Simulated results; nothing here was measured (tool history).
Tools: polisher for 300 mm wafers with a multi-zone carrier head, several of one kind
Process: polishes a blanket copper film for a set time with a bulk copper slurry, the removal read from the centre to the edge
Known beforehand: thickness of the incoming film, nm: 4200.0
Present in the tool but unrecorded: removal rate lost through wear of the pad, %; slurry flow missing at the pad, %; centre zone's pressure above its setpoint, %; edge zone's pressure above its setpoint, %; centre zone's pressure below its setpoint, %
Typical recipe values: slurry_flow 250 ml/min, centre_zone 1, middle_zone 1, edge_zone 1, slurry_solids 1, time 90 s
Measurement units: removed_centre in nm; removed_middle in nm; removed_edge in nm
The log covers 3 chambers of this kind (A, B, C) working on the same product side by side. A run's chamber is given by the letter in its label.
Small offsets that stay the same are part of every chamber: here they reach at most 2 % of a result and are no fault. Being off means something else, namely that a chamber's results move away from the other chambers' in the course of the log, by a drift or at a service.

run	hour	slurry_flow	centre_zone	middle_zone	edge_zone	slurry_solids	time	wafers polished on this pad	hours since the slurry nozzle was cleaned	hours since the centre zone pressure was calibrated	hours since the edge zone pressure was calibrated	removed_centre	removed_middle	removed_edge
# hour 6.3: chamber B: edge zone pressure recalibrated
# hour 9.5: chamber B: worn pad replaced by a new one
1A	10.8	250	1	1	1	1	90	299	376.9	309	510	830.49	808.73	840.07
2C	18	250	1	1	1	1	90	470	224.1	241.7	657.9	831.37	819.58	833.47
3B	24.8	250	1	1	1	1	90	147	319.3	456.8	18.6	822.36	818.5	851.12
4A	39.1	250	1	1	1	1	90	570	405.2	337.3	538.3	818.49	812.94	821.38
5C	47.3	250	1.07	1	1	1	101	752	253.4	271	687.2	992.58	907.59	908.52
6B	57.9	250	1.07	1	1	1	101	464	352.4	489.9	51.7	1014	915.11	953.58
7B	66.2	250	1.07	1	1	1	101	544	360.7	498.2	60	1007.1	915.5	939.93
8A	74.9	250	1	1.1	1	1	74	914	441	373.1	574.1	687.67	713.95	675.57
# hour 82: chamber C: worn pad replaced by a new one
9C	85.2	250	1	1.1	1	1	74	31	291.3	308.9	725.1	687.72	741.96	681.06
10A	93.5	250	1	1.1	1	1	74	1093	459.6	391.7	592.7	682.93	741.91	682.48
11C	106.3	250	1	1	1	1	90	233	312.4	330	746.2	851.67	817.36	801.13
# hour 110.9: chamber A: worn pad replaced by a new one
12B	113.7	250	1	1	1	1	90	1000	408.2	545.7	107.5	844.57	826.92	839.3
# hour 119.8: chamber B: slurry nozzle cleaned
13A	121.2	250	1	1	1.07	1	90	99	487.3	419.4	620.4	839.31	812.56	861.11
# hour 128.9: chamber B: centre zone pressure recalibrated
14B	135.7	250	1	1	1.07	1	90	1211	15.9	6.9	129.5	722.54	814.4	869.12
15C	149.1	250	1	1	1.07	1	90	644	355.2	372.8	789	848.23	814.85	855.52
# hour 160: chamber B: worn pad replaced by a new one
16B	163.2	250	0.91	1	1	1.2	90	31	43.4	34.4	157	684.78	850.51	861.76
17A	178.5	250	0.91	1	1	1.2	90	649	544.6	476.7	677.7	782.51	845	892.8
18C	187.6	250	0.91	1	1	1.2	90	1014	393.7	411.3	827.5	772.18	859.47	882.61
19B	198.6	250	1	1	1	1	90	371	78.8	69.8	192.4	750.9	826.34	830.23
20A	209.7	250	1	1	1	1	90	948	575.8	507.9	708.9	862.98	810.75	847.33
# hour 210.6: chamber C: worn pad replaced by a new one
# hour 214.9: chamber C: slurry nozzle cleaned
21C	221.7	250	1	1	1	1	90	106	6.9	445.4	861.6	832.25	835.28	838.72

Is one chamber out of step, is the gauge drifting, or do the chambers differ by no more than their own small offsets? For an off chamber, give its letter and the likeliest cause.

A service left chamber B off against the others.
What lies behind it: centre zone's pressure below its setpoint, % = 9.75.

Chamber B could run next with any of the 4 candidate recipes listed below; each alters the usual settings, and their results appear as question marks. Which one brings its results back in line with what the other chambers deliver on the usual settings?
To be in line, a result may differ from the other chambers' mean on the usual settings by at most: removed_centre 42 nm; removed_middle 40 nm; removed_edge 43 nm
22B-1	232.7	235	0.83	1.02	1.08	1	89					?	?	?
22B-2	232.7	255	1.09	0.99	0.96	1	90					?	?	?
22B-3	232.7	280	1.17	0.95	0.85	1	94					?	?	?
22B-4	232.7	245	0.91	1.01	1.04	1	90					?	?	?

Other chambers, usual settings, mean: removed_centre 829.95 nm; removed_middle 824.66 nm; removed_edge 828.26 nm
run	removed_centre	removed_middle	removed_edge
22B-1	584.2	821.49	859.81
22B-2	812.47	814.76	823.28
22B-3	927.87	827.07	815.68
22B-4	659.99	826.94	855.32
With 22B-2, the chamber falls back in line with the rest.
